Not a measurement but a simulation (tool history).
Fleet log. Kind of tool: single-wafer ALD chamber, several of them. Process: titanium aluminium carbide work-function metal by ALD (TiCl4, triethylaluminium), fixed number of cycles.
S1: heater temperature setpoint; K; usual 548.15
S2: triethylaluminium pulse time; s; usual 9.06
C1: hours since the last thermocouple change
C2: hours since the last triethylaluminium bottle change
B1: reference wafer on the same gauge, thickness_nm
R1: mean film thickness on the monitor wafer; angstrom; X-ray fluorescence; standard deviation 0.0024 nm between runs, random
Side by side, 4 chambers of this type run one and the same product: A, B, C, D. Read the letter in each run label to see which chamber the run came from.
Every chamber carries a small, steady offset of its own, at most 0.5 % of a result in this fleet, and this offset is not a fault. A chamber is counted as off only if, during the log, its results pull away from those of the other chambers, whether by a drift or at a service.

run 1B hour=11.8 | S1=548.15 S2=9.06 | C1=1092.3 C2=738.8 | B1=1.8796 | R1=17.553
run 2C hour=24.2 | S1=548.15 S2=9.06 | C1=1452.6 C2=1195.2 | B1=1.8791 | R1=17.645
run 3A hour=31.8 | S1=548.15 S2=9.06 | C1=1191.6 C2=288.7 | B1=1.8787 | R1=17.647
run 4D hour=42.2 | S1=548.15 S2=9.06 | C1=644.1 C2=517.4 | B1=1.8786 | R1=17.591
run 5D hour=50.3 | S1=548.15 S2=9.06 | C1=652.2 C2=525.5 | B1=1.8784 | R1=17.585
run 6C hour=61.3 | S1=536.15 S2=12.18 | C1=1489.7 C2=1232.3 | B1=1.8777 | R1=17.158
run 7B hour=72.6 | S1=536.15 S2=12.18 | C1=1153.1 C2=799.6 | B1=1.8769 | R1=17.110
run 8A hour=82.2 | S1=536.15 S2=12.18 | C1=1242.0 C2=339.1 | B1=1.8765 | R1=17.194
run 9A hour=89.0 | S1=536.15 S2=12.18 | C1=1248.8 C2=345.9 | B1=1.8769 | R1=17.193
run 10D hour=103.1 | S1=548.15 S2=9.06 | C1=705.0 C2=578.3 | B1=1.8768 | R1=17.584
run 11C hour=111.8 | S1=548.15 S2=9.06 | C1=1540.2 C2=1282.8 | B1=1.8769 | R1=17.656
run 12B hour=119.5 | S1=548.15 S2=9.06 | C1=1200.0 C2=846.5 | B1=1.8758 | R1=17.554
run 13D hour=130.6 | S1=548.15 S2=6.45 | C1=732.5 C2=605.8 | B1=1.8759 | R1=16.355
run 14A hour=140.0 | S1=548.15 S2=6.45 | C1=1299.8 C2=396.9 | B1=1.8754 | R1=16.444
run 15B hour=150.9 | S1=548.15 S2=6.45 | C1=1231.4 C2=877.9 | B1=1.8748 | R1=16.396
run 16C hour=165.2 | S1=548.15 S2=6.45 | C1=1593.6 C2=1336.2 | B1=1.8748 | R1=16.463
run 17A hour=173.4 | S1=548.15 S2=9.06 | C1=1333.2 C2=430.3 | B1=1.8745 | R1=17.653
run 18B hour=180.8 | S1=548.15 S2=9.06 | C1=1261.3 C2=907.8 | B1=1.8735 | R1=17.535
run 19D hour=191.2 | S1=548.15 S2=9.06 | C1=793.1 C2=666.4 | B1=1.8737 | R1=17.527
run 20C hour=202.9 | S1=548.15 S2=9.06 | C1=1631.3 C2=1373.9 | B1=1.8741 | R1=17.579
run 21C hour=211.1 | S1=548.15 S2=9.06 | C1=1639.5 C2=1382.1 | B1=1.8731 | R1=17.601
run 22D hour=220.5 | S1=548.15 S2=9.06 | C1=822.4 C2=695.7 | B1=1.8725 | R1=17.510
run 23A hour=233.0 | S1=548.15 S2=5.62 | C1=1392.8 C2=489.9 | B1=1.8721 | R1=15.765
run 24B hour=243.8 | S1=548.15 S2=5.62 | C1=1324.3 C2=970.8 | B1=1.8720 | R1=15.716
run 25A hour=251.0 | S1=548.15 S2=5.62 | C1=1410.8 C2=507.9 | B1=1.8716 | R1=15.762
run 26B hour=259.2 | S1=548.15 S2=5.62 | C1=1339.7 C2=986.2 | B1=1.8716 | R1=15.711
run 27C hour=268.0 | S1=548.15 S2=9.06 | C1=1696.4 C2=1439.0 | B1=1.8707 | R1=17.623
run 28D hour=278.3 | S1=548.15 S2=9.06 | C1=880.2 C2=753.5 | B1=1.8705 | R1=17.533
run 29C hour=289.2 | S1=548.15 S2=9.06 | C1=1717.6 C2=1460.2 | B1=1.8700 | R1=17.568
run 30D hour=298.9 | S1=548.15 S2=9.06 | C1=900.8 C2=774.1 | B1=1.8704 | R1=17.514
run 31A hour=306.8 | S1=548.15 S2=9.06 | C1=1466.6 C2=563.7 | B1=1.8703 | R1=17.580
run 32B hour=318.8 | S1=548.15 S2=9.06 | C1=1399.3 C2=1045.8 | B1=1.8684 | R1=17.463

Decide between three cases: one chamber stands off from its peers, the gauge reading all wafers drifts, or nothing is wrong past each chamber's small offset. Where a chamber is off, say which and what most likely put it there.

None of the chambers is off. What moves is the gauge, dragging all their readings along together.
Cause: gauge reads low (%) = 0.573.
